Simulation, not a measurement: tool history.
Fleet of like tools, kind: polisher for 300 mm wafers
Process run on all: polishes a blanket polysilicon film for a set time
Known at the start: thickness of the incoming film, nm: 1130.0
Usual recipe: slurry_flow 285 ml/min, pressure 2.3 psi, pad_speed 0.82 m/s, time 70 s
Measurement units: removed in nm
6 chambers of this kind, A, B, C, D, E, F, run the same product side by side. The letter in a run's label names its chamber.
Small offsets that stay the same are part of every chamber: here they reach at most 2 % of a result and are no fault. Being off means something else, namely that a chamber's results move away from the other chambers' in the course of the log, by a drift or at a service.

run 1C hour=7.2 | slurry_flow=285 pressure=2.3 pad_speed=0.82 time=70 | removed=382.28
-- hour=7.4 chamber E: worn pad replaced by a new one
-- hour=12.3 chamber E: slurry nozzle cleaned
run 2B hour=16.8 | slurry_flow=285 pressure=2.3 pad_speed=0.82 time=70 | removed=390.18
run 3A hour=25.2 | slurry_flow=285 pressure=2.3 pad_speed=0.82 time=70 | removed=378.25
run 4D hour=31 | slurry_flow=285 pressure=2.3 pad_speed=0.82 time=70 | removed=385.38
run 5F hour=36.9 | slurry_flow=285 pressure=2.3 pad_speed=0.82 time=70 | removed=381.88
run 6E hour=43.3 | slurry_flow=285 pressure=2.3 pad_speed=0.82 time=70 | removed=382.07
-- hour=44.7 chamber C: worn pad replaced by a new one
-- hour=49 chamber A: worn pad replaced by a new one
run 7F hour=50.1 | slurry_flow=285 pressure=2.3 pad_speed=0.82 time=70 | removed=385.6
run 8E hour=55.2 | slurry_flow=285 pressure=2.3 pad_speed=0.82 time=70 | removed=380.82
run 9D hour=61.5 | slurry_flow=285 pressure=2.3 pad_speed=0.82 time=70 | removed=385.1
run 10C hour=68.9 | slurry_flow=285 pressure=2.3 pad_speed=0.82 time=70 | removed=385.13
run 11B hour=78.7 | slurry_flow=285 pressure=2.3 pad_speed=0.82 time=70 | removed=382.91
-- hour=84.5 chamber B: slurry nozzle cleaned
run 12A hour=85.6 | slurry_flow=285 pressure=2.3 pad_speed=0.82 time=70 | removed=383.36
run 13D hour=91.8 | slurry_flow=285 pressure=2.3 pad_speed=0.82 time=70 | removed=388.88
-- hour=93.3 chamber B: worn pad replaced by a new one
-- hour=95.3 chamber F: worn pad replaced by a new one
run 14E hour=97.9 | slurry_flow=285 pressure=2.3 pad_speed=0.82 time=70 | removed=387.07
-- hour=100.5 chamber E: worn pad replaced by a new one
run 15F hour=105.4 | slurry_flow=285 pressure=2.3 pad_speed=0.82 time=70 | removed=382.3
-- hour=112.9 chamber C: worn pad replaced by a new one
run 16B hour=115.2 | slurry_flow=285 pressure=2.3 pad_speed=0.82 time=70 | removed=391.64
run 17C hour=120.3 | slurry_flow=285 pressure=2.3 pad_speed=0.82 time=48 | removed=261.5
run 18A hour=127.3 | slurry_flow=285 pressure=2.3 pad_speed=0.82 time=48 | removed=261.6
run 19F hour=137.4 | slurry_flow=285 pressure=2.3 pad_speed=0.82 time=48 | removed=258.94
run 20E hour=142.7 | slurry_flow=285 pressure=2.3 pad_speed=0.82 time=48 | removed=262.52
run 21A hour=148 | slurry_flow=285 pressure=2.3 pad_speed=0.82 time=48 | removed=262.17
run 22B hour=156.1 | slurry_flow=285 pressure=2.3 pad_speed=0.82 time=48 | removed=268.51
-- hour=158.8 chamber A: worn pad replaced by a new one
run 23C hour=162.1 | slurry_flow=285 pressure=2.3 pad_speed=0.82 time=70 | removed=382.89
run 24D hour=170.3 | slurry_flow=285 pressure=2.3 pad_speed=0.82 time=70 | removed=375.44
run 25C hour=176.5 | slurry_flow=285 pressure=2.3 pad_speed=0.82 time=70 | removed=385.73
-- hour=177.4 chamber C: worn pad replaced by a new one
-- hour=180.6 chamber B: worn pad replaced by a new one
run 26F hour=184.7 | slurry_flow=285 pressure=2.3 pad_speed=0.82 time=70 | removed=383.37
run 27B hour=190.1 | slurry_flow=285 pressure=2.3 pad_speed=0.82 time=70 | removed=391.17
-- hour=194.4 chamber E: worn pad replaced by a new one
run 28D hour=198.8 | slurry_flow=285 pressure=2.3 pad_speed=0.82 time=70 | removed=365.39
-- hour=199.5 chamber F: worn pad replaced by a new one
run 29E hour=208.9 | slurry_flow=285 pressure=2.3 pad_speed=0.82 time=70 | removed=384.02
run 30A hour=218.3 | slurry_flow=285 pressure=2.3 pad_speed=0.82 time=70 | removed=384.28
run 31E hour=224.3 | slurry_flow=285 pressure=2.3 pad_speed=0.82 time=70 | removed=378.75
run 32F hour=229 | slurry_flow=285 pressure=2.3 pad_speed=0.82 time=70 | removed=383.05
run 33B hour=235.2 | slurry_flow=285 pressure=2.3 pad_speed=0.82 time=70 | removed=396.37
run 34A hour=245.6 | slurry_flow=285 pressure=2.3 pad_speed=0.82 time=70 | removed=380.11
-- hour=247.9 chamber C: worn pad replaced by a new one
run 35D hour=256 | slurry_flow=285 pressure=2.3 pad_speed=0.82 time=70 | removed=354.93
run 36C hour=260.8 | slurry_flow=230 pressure=2.3 pad_speed=0.82 time=70 | removed=374.67
run 37D hour=267.2 | slurry_flow=230 pressure=2.3 pad_speed=0.82 time=70 | removed=346.43
-- hour=270.1 chamber A: worn pad replaced by a new one
run 38F hour=271.9 | slurry_flow=230 pressure=2.3 pad_speed=0.82 time=70 | removed=379.34
run 39A hour=278 | slurry_flow=230 pressure=2.3 pad_speed=0.82 time=70 | removed=374.74
run 40C hour=286.2 | slurry_flow=230 pressure=2.3 pad_speed=0.82 time=70 | removed=375.98

All chambers now run identical settings, listed one chamber a line with results as question marks. What results will each chamber show?
run 41A hour=293.8 | slurry_flow=335 pressure=2.3 pad_speed=0.82 time=70 | removed=?
run 41B hour=293.8 | slurry_flow=335 pressure=2.3 pad_speed=0.82 time=70 | removed=?
run 41C hour=293.8 | slurry_flow=335 pressure=2.3 pad_speed=0.82 time=70 | removed=?
run 41D hour=293.8 | slurry_flow=335 pressure=2.3 pad_speed=0.82 time=70 | removed=?
run 41E hour=293.8 | slurry_flow=335 pressure=2.3 pad_speed=0.82 time=70 | removed=?
run 41F hour=293.8 | slurry_flow=335 pressure=2.3 pad_speed=0.82 time=70 | removed=?

run=41A removed=387
run=41B removed=398.09
run=41C removed=391.78
run=41D removed=353.17
run=41E removed=388.78
run=41F removed=386.21
